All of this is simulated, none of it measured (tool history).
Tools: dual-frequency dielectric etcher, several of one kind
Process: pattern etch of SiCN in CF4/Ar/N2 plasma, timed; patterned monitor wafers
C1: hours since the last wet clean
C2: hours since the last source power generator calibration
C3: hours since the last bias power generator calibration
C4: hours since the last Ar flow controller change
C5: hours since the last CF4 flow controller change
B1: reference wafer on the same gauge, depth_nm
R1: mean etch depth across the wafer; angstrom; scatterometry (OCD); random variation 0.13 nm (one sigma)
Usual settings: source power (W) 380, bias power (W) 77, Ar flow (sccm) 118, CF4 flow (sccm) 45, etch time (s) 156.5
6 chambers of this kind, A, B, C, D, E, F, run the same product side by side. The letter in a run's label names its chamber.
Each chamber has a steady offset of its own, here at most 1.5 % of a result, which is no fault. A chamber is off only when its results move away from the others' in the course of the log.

{"run": "1A", "hour": 6.3, "source power (W)": 380, "bias power (W)": 77, "Ar flow (sccm)": 118, "CF4 flow (sccm)": 45, "etch time (s)": 156.5, "C1": 219, "C2": 3819.7, "C3": 4545.6, "C4": 1678, "C5": 2020.9, "B1": 100.99, "R1": 1075.9}
{"run": "2D", "hour": 11.7, "source power (W)": 380, "bias power (W)": 77, "Ar flow (sccm)": 118, "CF4 flow (sccm)": 45, "etch time (s)": 156.5, "C1": 488.3, "C2": 449.4, "C3": 3869.3, "C4": 1483.8, "C5": 1634.8, "B1": 100.94, "R1": 1072.8}
{"run": "3E", "hour": 15.4, "source power (W)": 380, "bias power (W)": 77, "Ar flow (sccm)": 118, "CF4 flow (sccm)": 45, "etch time (s)": 156.5, "C1": 285.4, "C2": 21.9, "C3": 1127.2, "C4": 1990, "C5": 2341.3, "B1": 100.99, "R1": 1084.4}
{"run": "4B", "hour": 20.1, "source power (W)": 380, "bias power (W)": 77, "Ar flow (sccm)": 118, "CF4 flow (sccm)": 45, "etch time (s)": 156.5, "C1": 372.1, "C2": 2010.3, "C3": 2466.3, "C4": 2604.2, "C5": 1929.3, "B1": 100.93, "R1": 1075}
{"run": "5F", "hour": 26.3, "source power (W)": 380, "bias power (W)": 77, "Ar flow (sccm)": 118, "CF4 flow (sccm)": 45, "etch time (s)": 156.5, "C1": 80, "C2": 1709.4, "C3": 1790, "C4": 3568.5, "C5": 2060.2, "B1": 100.93, "R1": 1087.4}
{"run": "6C", "hour": 29.5, "source power (W)": 380, "bias power (W)": 77, "Ar flow (sccm)": 118, "CF4 flow (sccm)": 45, "etch time (s)": 156.5, "C1": 355.9, "C2": 742.5, "C3": 908.6, "C4": 585.8, "C5": 2872.7, "B1": 100.92, "R1": 1089.7}
{"run": "7C", "hour": 34.3, "source power (W)": 380, "bias power (W)": 77, "Ar flow (sccm)": 118, "CF4 flow (sccm)": 45, "etch time (s)": 156.5, "C1": 360.7, "C2": 747.3, "C3": 913.4, "C4": 590.6, "C5": 2877.5, "B1": 100.93, "R1": 1092.6}
{"run": "8E", "hour": 39.6, "source power (W)": 380, "bias power (W)": 77, "Ar flow (sccm)": 140, "CF4 flow (sccm)": 45, "etch time (s)": 134, "C1": 309.6, "C2": 46.1, "C3": 1151.4, "C4": 2014.2, "C5": 2365.5, "B1": 100.9, "R1": 903.11}
{"run": "9D", "hour": 43.0, "source power (W)": 380, "bias power (W)": 77, "Ar flow (sccm)": 140, "CF4 flow (sccm)": 45, "etch time (s)": 134, "C1": 519.6, "C2": 480.7, "C3": 3900.6, "C4": 1515.1, "C5": 1666.1, "B1": 100.89, "R1": 893.63}
{"hour": 44.6, "done": "chamber C: wet clean of the chamber"}
{"run": "10A", "hour": 49.5, "source power (W)": 380, "bias power (W)": 77, "Ar flow (sccm)": 140, "CF4 flow (sccm)": 45, "etch time (s)": 134, "C1": 262.2, "C2": 3862.9, "C3": 4588.8, "C4": 1721.2, "C5": 2064.1, "B1": 100.86, "R1": 895.28}
{"hour": 54.2, "done": "chamber F: source power generator calibrated"}
{"run": "11F", "hour": 54.7, "source power (W)": 380, "bias power (W)": 77, "Ar flow (sccm)": 140, "CF4 flow (sccm)": 45, "etch time (s)": 134, "C1": 108.4, "C2": 0.5, "C3": 1818.4, "C4": 3596.9, "C5": 2088.6, "B1": 100.87, "R1": 905.77}
{"hour": 58.7, "done": "chamber B: wet clean of the chamber"}
{"run": "12B", "hour": 59.8, "source power (W)": 380, "bias power (W)": 77, "Ar flow (sccm)": 140, "CF4 flow (sccm)": 45, "etch time (s)": 134, "C1": 1.2, "C2": 2050, "C3": 2506, "C4": 2643.9, "C5": 1969, "B1": 100.88, "R1": 894.26}
{"run": "13A", "hour": 65.4, "source power (W)": 380, "bias power (W)": 77, "Ar flow (sccm)": 140, "CF4 flow (sccm)": 45, "etch time (s)": 134, "C1": 278.1, "C2": 3878.8, "C3": 4604.7, "C4": 1737.1, "C5": 2080, "B1": 100.83, "R1": 896.04}
{"run": "14B", "hour": 69.0, "source power (W)": 380, "bias power (W)": 77, "Ar flow (sccm)": 118, "CF4 flow (sccm)": 45, "etch time (s)": 156.5, "C1": 10.4, "C2": 2059.2, "C3": 2515.2, "C4": 2653.1, "C5": 1978.2, "B1": 100.84, "R1": 1072.9}
{"run": "15C", "hour": 75.2, "source power (W)": 380, "bias power (W)": 77, "Ar flow (sccm)": 118, "CF4 flow (sccm)": 45, "etch time (s)": 156.5, "C1": 30.6, "C2": 788.2, "C3": 954.3, "C4": 631.5, "C5": 2918.4, "B1": 100.81, "R1": 1090.3}
{"run": "16E", "hour": 79.0, "source power (W)": 380, "bias power (W)": 77, "Ar flow (sccm)": 118, "CF4 flow (sccm)": 45, "etch time (s)": 156.5, "C1": 349, "C2": 85.5, "C3": 1190.8, "C4": 2053.6, "C5": 2404.9, "B1": 100.81, "R1": 1083.3}
{"run": "17D", "hour": 83.2, "source power (W)": 380, "bias power (W)": 77, "Ar flow (sccm)": 118, "CF4 flow (sccm)": 45, "etch time (s)": 156.5, "C1": 559.8, "C2": 520.9, "C3": 3940.8, "C4": 1555.3, "C5": 1706.3, "B1": 100.79, "R1": 1072.6}
{"run": "18F", "hour": 86.1, "source power (W)": 380, "bias power (W)": 77, "Ar flow (sccm)": 118, "CF4 flow (sccm)": 54, "etch time (s)": 156.5, "C1": 139.8, "C2": 31.9, "C3": 1849.8, "C4": 3628.3, "C5": 2120, "B1": 100.81, "R1": 1119}
{"run": "19F", "hour": 89.4, "source power (W)": 380, "bias power (W)": 77, "Ar flow (sccm)": 118, "CF4 flow (sccm)": 54, "etch time (s)": 156.5, "C1": 143.1, "C2": 35.2, "C3": 1853.1, "C4": 3631.6, "C5": 2123.3, "B1": 100.79, "R1": 1113.3}
{"run": "20B", "hour": 95.4, "source power (W)": 380, "bias power (W)": 77, "Ar flow (sccm)": 118, "CF4 flow (sccm)": 54, "etch time (s)": 156.5, "C1": 36.8, "C2": 2085.6, "C3": 2541.6, "C4": 2679.5, "C5": 2004.6, "B1": 100.76, "R1": 1104.3}
{"hour": 98.6, "done": "chamber F: CF4 flow controller replaced"}
{"run": "21D", "hour": 99.0, "source power (W)": 380, "bias power (W)": 77, "Ar flow (sccm)": 118, "CF4 flow (sccm)": 54, "etch time (s)": 156.5, "C1": 575.6, "C2": 536.7, "C3": 3956.6, "C4": 1571.1, "C5": 1722.1, "B1": 100.74, "R1": 1101}
{"run": "22E", "hour": 103.6, "source power (W)": 380, "bias power (W)": 77, "Ar flow (sccm)": 118, "CF4 flow (sccm)": 54, "etch time (s)": 156.5, "C1": 373.6, "C2": 110.1, "C3": 1215.4, "C4": 2078.2, "C5": 2429.5, "B1": 100.72, "R1": 1112.5}
{"hour": 105.7, "done": "chamber D: wet clean of the chamber"}
{"run": "23A", "hour": 108.4, "source power (W)": 380, "bias power (W)": 77, "Ar flow (sccm)": 118, "CF4 flow (sccm)": 54, "etch time (s)": 156.5, "C1": 321.1, "C2": 3921.8, "C3": 4647.7, "C4": 1780.1, "C5": 2123, "B1": 100.71, "R1": 1108.4}
{"run": "24C", "hour": 113.8, "source power (W)": 380, "bias power (W)": 77, "Ar flow (sccm)": 118, "CF4 flow (sccm)": 45, "etch time (s)": 156.5, "C1": 69.2, "C2": 826.8, "C3": 992.9, "C4": 670.1, "C5": 2957, "B1": 100.74, "R1": 1089.8}
{"run": "25D", "hour": 119.8, "source power (W)": 380, "bias power (W)": 77, "Ar flow (sccm)": 118, "CF4 flow (sccm)": 45, "etch time (s)": 156.5, "C1": 14.2, "C2": 557.5, "C3": 3977.4, "C4": 1591.9, "C5": 1742.9, "B1": 100.71, "R1": 1069.4}
{"run": "26C", "hour": 125.3, "source power (W)": 380, "bias power (W)": 77, "Ar flow (sccm)": 118, "CF4 flow (sccm)": 45, "etch time (s)": 156.5, "C1": 80.7, "C2": 838.3, "C3": 1004.4, "C4": 681.6, "C5": 2968.5, "B1": 100.71, "R1": 1090.2}
{"run": "27A", "hour": 130.7, "source power (W)": 380, "bias power (W)": 77, "Ar flow (sccm)": 118, "CF4 flow (sccm)": 45, "etch time (s)": 156.5, "C1": 343.4, "C2": 3944.1, "C3": 4670, "C4": 1802.4, "C5": 2145.3, "B1": 100.67, "R1": 1075.5}
{"run": "28E", "hour": 134.7, "source power (W)": 380, "bias power (W)": 77, "Ar flow (sccm)": 118, "CF4 flow (sccm)": 45, "etch time (s)": 156.5, "C1": 404.7, "C2": 141.2, "C3": 1246.5, "C4": 2109.3, "C5": 2460.6, "B1": 100.65, "R1": 1082.1}
{"run": "29F", "hour": 139.8, "source power (W)": 380, "bias power (W)": 77, "Ar flow (sccm)": 102, "CF4 flow (sccm)": 45, "etch time (s)": 125, "C1": 193.5, "C2": 85.6, "C3": 1903.5, "C4": 3682, "C5": 41.3, "B1": 100.65, "R1": 886.7}
{"run": "30B", "hour": 145.7, "source power (W)": 380, "bias power (W)": 77, "Ar flow (sccm)": 102, "CF4 flow (sccm)": 45, "etch time (s)": 125, "C1": 87.1, "C2": 2135.9, "C3": 2591.9, "C4": 2729.8, "C5": 2054.9, "B1": 100.61, "R1": 874.59}
{"run": "31E", "hour": 150.5, "source power (W)": 380, "bias power (W)": 77, "Ar flow (sccm)": 102, "CF4 flow (sccm)": 45, "etch time (s)": 125, "C1": 420.5, "C2": 157, "C3": 1262.3, "C4": 2125.1, "C5": 2476.4, "B1": 100.65, "R1": 885.21}
{"run": "32B", "hour": 155.6, "source power (W)": 380, "bias power (W)": 77, "Ar flow (sccm)": 102, "CF4 flow (sccm)": 45, "etch time (s)": 125, "C1": 97, "C2": 2145.8, "C3": 2601.8, "C4": 2739.7, "C5": 2064.8, "B1": 100.61, "R1": 875.61}
{"run": "33F", "hour": 159.3, "source power (W)": 380, "bias power (W)": 77, "Ar flow (sccm)": 102, "CF4 flow (sccm)": 45, "etch time (s)": 125, "C1": 213, "C2": 105.1, "C3": 1923, "C4": 3701.5, "C5": 60.8, "B1": 100.63, "R1": 886.04}
{"run": "34A", "hour": 164.1, "source power (W)": 380, "bias power (W)": 77, "Ar flow (sccm)": 102, "CF4 flow (sccm)": 45, "etch time (s)": 125, "C1": 376.8, "C2": 3977.5, "C3": 4703.4, "C4": 1835.8, "C5": 2178.7, "B1": 100.57, "R1": 873.84}
{"run": "35C", "hour": 170.4, "source power (W)": 380, "bias power (W)": 77, "Ar flow (sccm)": 118, "CF4 flow (sccm)": 45, "etch time (s)": 156.5, "C1": 125.8, "C2": 883.4, "C3": 1049.5, "C4": 726.7, "C5": 3013.6, "B1": 100.6, "R1": 1087.8}
{"run": "36D", "hour": 175.4, "source power (W)": 380, "bias power (W)": 77, "Ar flow (sccm)": 118, "CF4 flow (sccm)": 45, "etch time (s)": 156.5, "C1": 69.8, "C2": 613.1, "C3": 4033, "C4": 1647.5, "C5": 1798.5, "B1": 100.57, "R1": 1067.8}
{"run": "37C", "hour": 179.9, "source power (W)": 380, "bias power (W)": 77, "Ar flow (sccm)": 118, "CF4 flow (sccm)": 45, "etch time (s)": 156.5, "C1": 135.3, "C2": 892.9, "C3": 1059, "C4": 736.2, "C5": 3023.1, "B1": 100.57, "R1": 1087.8}
{"run": "38A", "hour": 184.2, "source power (W)": 380, "bias power (W)": 77, "Ar flow (sccm)": 118, "CF4 flow (sccm)": 45, "etch time (s)": 156.5, "C1": 396.9, "C2": 3997.6, "C3": 4723.5, "C4": 1855.9, "C5": 2198.8, "B1": 100.51, "R1": 1069.4}
{"run": "39D", "hour": 189.4, "source power (W)": 380, "bias power (W)": 77, "Ar flow (sccm)": 118, "CF4 flow (sccm)": 45, "etch time (s)": 156.5, "C1": 83.8, "C2": 627.1, "C3": 4047, "C4": 1661.5, "C5": 1812.5, "B1": 100.53, "R1": 1066.7}
{"run": "40B", "hour": 194.6, "source power (W)": 380, "bias power (W)": 77, "Ar flow (sccm)": 118, "CF4 flow (sccm)": 45, "etch time (s)": 156.5, "C1": 136, "C2": 2184.8, "C3": 2640.8, "C4": 2778.7, "C5": 2103.8, "B1": 100.51, "R1": 1070.6}
{"run": "41E", "hour": 197.8, "source power (W)": 380, "bias power (W)": 77, "Ar flow (sccm)": 118, "CF4 flow (sccm)": 45, "etch time (s)": 156.5, "C1": 467.8, "C2": 204.3, "C3": 1309.6, "C4": 2172.4, "C5": 2523.7, "B1": 100.5, "R1": 1079.3}

Is one chamber off against the others, does the gauge drift, or is nothing wrong? If a chamber is off, say which, and what the likeliest cause is.

The gauge drifts, so all chambers seem to drift together. No chamber is off.
Cause: gauge reads low (%) = 0.498.
